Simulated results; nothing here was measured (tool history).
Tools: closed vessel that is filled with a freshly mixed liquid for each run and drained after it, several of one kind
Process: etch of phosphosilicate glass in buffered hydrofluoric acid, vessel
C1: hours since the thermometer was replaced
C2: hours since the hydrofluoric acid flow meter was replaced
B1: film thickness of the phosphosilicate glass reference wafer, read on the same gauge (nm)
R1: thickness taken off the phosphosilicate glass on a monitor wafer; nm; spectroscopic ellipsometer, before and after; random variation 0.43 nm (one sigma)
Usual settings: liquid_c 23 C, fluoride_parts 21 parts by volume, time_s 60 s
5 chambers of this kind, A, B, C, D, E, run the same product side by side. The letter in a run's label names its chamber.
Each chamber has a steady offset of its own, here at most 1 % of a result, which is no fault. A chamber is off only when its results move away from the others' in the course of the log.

run 1C day=0.55 | liquid_c=23 fluoride_parts=21 time_s=60 | C1=188.8 C2=1772.5 | B1=99.979 | R1=134.4
run 2B day=0.875 | liquid_c=23 fluoride_parts=21 time_s=60 | C1=1985.7 C2=731.8 | B1=100.02 | R1=134.68
run 3A day=1.404 | liquid_c=23 fluoride_parts=21 time_s=60 | C1=85.4 C2=506.4 | B1=99.994 | R1=136.14
run 4E day=1.838 | liquid_c=23 fluoride_parts=21 time_s=60 | C1=410.4 C2=390.4 | B1=99.994 | R1=135.75
run 5D day=2.425 | liquid_c=23 fluoride_parts=21 time_s=60 | C1=2170.5 C2=1024 | B1=99.995 | R1=134.71
run 6B day=2.946 | liquid_c=18 fluoride_parts=21 time_s=60 | C1=2035.4 C2=781.5 | B1=99.982 | R1=101.91
run 7C day=3.292 | liquid_c=18 fluoride_parts=21 time_s=60 | C1=254.6 C2=1838.3 | B1=100.02 | R1=102.51
run 8A day=3.846 | liquid_c=18 fluoride_parts=21 time_s=60 | C1=144 C2=565 | B1=99.988 | R1=102.01
run 9D day=4.392 | liquid_c=18 fluoride_parts=21 time_s=60 | C1=2217.7 C2=1071.2 | B1=99.967 | R1=102.74
run 10E day=5 | liquid_c=18 fluoride_parts=21 time_s=60 | C1=486.3 C2=466.3 | B1=99.998 | R1=102.37
run 11A day=5.508 | liquid_c=23 fluoride_parts=21 time_s=60 | C1=183.9 C2=604.9 | B1=99.971 | R1=134.86
run 12B day=5.771 | liquid_c=23 fluoride_parts=21 time_s=60 | C1=2103.2 C2=849.3 | B1=100.02 | R1=135.21
run 13C day=6.138 | liquid_c=23 fluoride_parts=21 time_s=60 | C1=322.9 C2=1906.6 | B1=99.992 | R1=135.09
-- day=6.238 chamber B: thermometer replaced
run 14D day=6.662 | liquid_c=23 fluoride_parts=21 time_s=60 | C1=2272.2 C2=1125.7 | B1=99.999 | R1=135.42
run 15E day=6.983 | liquid_c=23 fluoride_parts=21 time_s=60 | C1=533.9 C2=513.9 | B1=100.01 | R1=135.08
run 16B day=7.338 | liquid_c=23 fluoride_parts=21 time_s=60 | C1=26.4 C2=886.9 | B1=99.998 | R1=135.6
run 17C day=7.688 | liquid_c=23 fluoride_parts=21 time_s=60 | C1=360.1 C2=1943.8 | B1=99.993 | R1=135.07
run 18D day=8.096 | liquid_c=23 fluoride_parts=21 time_s=60 | C1=2306.6 C2=1160.1 | B1=100.05 | R1=135.22
run 19A day=8.458 | liquid_c=23 fluoride_parts=21 time_s=60 | C1=254.7 C2=675.7 | B1=99.981 | R1=133.76
run 20E day=8.754 | liquid_c=23 fluoride_parts=21 time_s=60 | C1=576.4 C2=556.4 | B1=100.01 | R1=135.04
run 21E day=9.067 | liquid_c=23 fluoride_parts=21 time_s=60 | C1=583.9 C2=563.9 | B1=99.992 | R1=134.91
run 22D day=9.417 | liquid_c=23 fluoride_parts=28.5 time_s=60 | C1=2338.3 C2=1191.8 | B1=99.976 | R1=109.45
run 23B day=9.867 | liquid_c=23 fluoride_parts=28.5 time_s=60 | C1=87.1 C2=947.6 | B1=99.978 | R1=109.39
run 24C day=10.367 | liquid_c=23 fluoride_parts=28.5 time_s=60 | C1=424.4 C2=2008.1 | B1=100.01 | R1=109.16
run 25A day=10.65 | liquid_c=23 fluoride_parts=28.5 time_s=60 | C1=307.3 C2=728.3 | B1=100.02 | R1=107.74
run 26A day=11.242 | liquid_c=23 fluoride_parts=28.5 time_s=60 | C1=321.5 C2=742.5 | B1=100 | R1=107.72
run 27C day=11.567 | liquid_c=23 fluoride_parts=21 time_s=60 | C1=453.2 C2=2036.9 | B1=100 | R1=134.9
run 28D day=11.854 | liquid_c=23 fluoride_parts=21 time_s=60 | C1=2396.8 C2=1250.3 | B1=100.02 | R1=135.66
run 29B day=12.421 | liquid_c=23 fluoride_parts=21 time_s=60 | C1=148.4 C2=1008.9 | B1=100 | R1=134.88
run 30E day=12.925 | liquid_c=23 fluoride_parts=21 time_s=60 | C1=676.5 C2=656.5 | B1=100.03 | R1=135.08
run 31B day=13.433 | liquid_c=23 fluoride_parts=21 time_s=60 | C1=172.7 C2=1033.2 | B1=99.989 | R1=134.87
run 32A day=13.788 | liquid_c=28 fluoride_parts=27.5 time_s=60 | C1=382.6 C2=803.6 | B1=100.01 | R1=143.46
run 33D day=14.317 | liquid_c=28 fluoride_parts=27.5 time_s=60 | C1=2455.9 C2=1309.4 | B1=99.979 | R1=147.58
run 34E day=14.612 | liquid_c=28 fluoride_parts=27.5 time_s=60 | C1=717 C2=697 | B1=100.04 | R1=145.94

Next, every chamber runs the same settings. What will each give?
run 35A day=15.054 | liquid_c=23 fluoride_parts=21 time_s=80 | R1=?
run 35B day=15.054 | liquid_c=23 fluoride_parts=21 time_s=80 | R1=?
run 35C day=15.054 | liquid_c=23 fluoride_parts=21 time_s=80 | R1=?
run 35D day=15.054 | liquid_c=23 fluoride_parts=21 time_s=80 | R1=?
run 35E day=15.054 | liquid_c=23 fluoride_parts=21 time_s=80 | R1=?

run=35A R1=174.78
run=35B R1=180.44
run=35C R1=180.08
run=35D R1=180.21
run=35E R1=179.57
